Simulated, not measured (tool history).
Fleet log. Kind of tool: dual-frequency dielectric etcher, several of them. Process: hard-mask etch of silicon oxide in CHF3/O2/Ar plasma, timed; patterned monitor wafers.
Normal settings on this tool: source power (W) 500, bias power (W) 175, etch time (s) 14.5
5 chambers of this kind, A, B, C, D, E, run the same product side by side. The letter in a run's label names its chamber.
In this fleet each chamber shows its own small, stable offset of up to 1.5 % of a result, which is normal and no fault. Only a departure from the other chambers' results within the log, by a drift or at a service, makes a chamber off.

| run | hour | source power (W) | bias power (W) | etch time (s) | hours since the last wet clean | hours since the last source power generator calibration | hours since the last bias power generator calibration | read-back reference wafer on the same gauge, depth_nm | mean etch depth across the wafer (Å) |
|---|---|---|---|---|---|---|---|---|---|
| 1D | 4.8 | 500 | 175 | 14.5 | 397.5 | 298.1 | 1939.1 | 29.977 | 265.48 |
| 2A | 11.8 | 500 | 175 | 14.5 | 548.5 | 1348.2 | 1688.7 | 30.019 | 264.64 |
| 3B | 17.1 | 500 | 175 | 14.5 | 131.3 | 1441 | 650.5 | 30.015 | 268.05 |
|  | 20.2 | chamber A: wet clean of the chamber |
| 4C | 26.7 | 500 | 175 | 14.5 | 47.6 | 2738 | 994.2 | 29.989 | 265.83 |
| 5E | 33.7 | 500 | 175 | 14.5 | 146.4 | 1909.7 | 3556.4 | 29.999 | 265.63 |
| 6B | 43.2 | 400 | 175 | 14.5 | 157.4 | 1467.1 | 676.6 | 29.974 | 247.69 |
| 7D | 52 | 400 | 175 | 14.5 | 444.7 | 345.3 | 1986.3 | 29.975 | 245.23 |
| 8A | 56.5 | 400 | 175 | 14.5 | 36.4 | 1392.9 | 1733.4 | 30.024 | 244.03 |
| 9E | 64.6 | 400 | 175 | 14.5 | 177.3 | 1940.6 | 3587.3 | 29.977 | 243.73 |
| 10C | 69.1 | 400 | 175 | 14.5 | 90 | 2780.4 | 1036.6 | 29.98 | 244.24 |
| 11C | 76.3 | 500 | 175 | 14.5 | 97.2 | 2787.6 | 1043.8 | 30.026 | 265.29 |
| 12B | 83.5 | 500 | 175 | 14.5 | 197.7 | 1507.4 | 716.9 | 29.99 | 268.49 |
| 13A | 91.4 | 500 | 199 | 14.5 | 71.3 | 1427.8 | 1768.3 | 30.011 | 276.56 |
| 14D | 98 | 500 | 199 | 14.5 | 490.7 | 391.3 | 2032.3 | 30.018 | 277.67 |
| 15E | 103.3 | 500 | 199 | 14.5 | 216 | 1979.3 | 3626 | 30.004 | 278 |
| 16C | 108.8 | 500 | 199 | 14.5 | 129.7 | 2820.1 | 1076.3 | 29.987 | 277.85 |
|  | 110.9 | chamber D: wet clean of the chamber |
| 17E | 118.5 | 500 | 199 | 14.5 | 231.2 | 1994.5 | 3641.2 | 30.001 | 276.13 |
| 18A | 123.4 | 500 | 175 | 14.5 | 103.3 | 1459.8 | 1800.3 | 29.984 | 268.01 |
| 19D | 132.2 | 500 | 175 | 14.5 | 21.4 | 425.5 | 2066.5 | 29.995 | 256.38 |
| 20B | 138.8 | 500 | 175 | 14.5 | 253 | 1562.7 | 772.2 | 29.997 | 268.63 |
| 21E | 144.7 | 500 | 196 | 14.5 | 257.4 | 2020.7 | 3667.4 | 29.994 | 276.23 |
| 22B | 151.7 | 500 | 196 | 14.5 | 265.9 | 1575.6 | 785.1 | 30.019 | 279.53 |
| 23D | 159 | 500 | 196 | 14.5 | 48.2 | 452.3 | 2093.3 | 30.033 | 266.53 |
| 24A | 166.2 | 500 | 196 | 14.5 | 146.1 | 1502.6 | 1843.1 | 29.979 | 276.95 |
| 25C | 173.5 | 500 | 196 | 14.5 | 194.4 | 2884.8 | 1141 | 30.042 | 278.81 |
| 26A | 180.4 | 500 | 175 | 14.5 | 160.3 | 1516.8 | 1857.3 | 30.015 | 267.6 |
| 27E | 186.1 | 500 | 175 | 14.5 | 298.8 | 2062.1 | 3708.8 | 30.007 | 264.83 |
| 28D | 191.9 | 500 | 175 | 14.5 | 81.1 | 485.2 | 2126.2 | 29.973 | 254.17 |
| 29C | 199.8 | 500 | 144 | 14.5 | 220.7 | 2911.1 | 1167.3 | 29.984 | 249.63 |
| 30B | 205.8 | 500 | 144 | 14.5 | 320 | 1629.7 | 839.2 | 29.983 | 251.89 |
| 31D | 210.2 | 500 | 144 | 14.5 | 99.4 | 503.5 | 2144.5 | 29.973 | 239.94 |

The same settings go to every chamber for the next run, one line per chamber below. Forecast the results for each:
| 32A | 217.4 | 420 | 175 | 14.5 |  |  |  |  | ? |
| 32B | 217.4 | 420 | 175 | 14.5 |  |  |  |  | ? |
| 32C | 217.4 | 420 | 175 | 14.5 |  |  |  |  | ? |
| 32D | 217.4 | 420 | 175 | 14.5 |  |  |  |  | ? |
| 32E | 217.4 | 420 | 175 | 14.5 |  |  |  |  | ? |

| run | mean etch depth across the wafer (Å) |
|---|---|
| 32A | 249.86 |
| 32B | 250.53 |
| 32C | 246.28 |
| 32D | 240.85 |
| 32E | 248.79 |
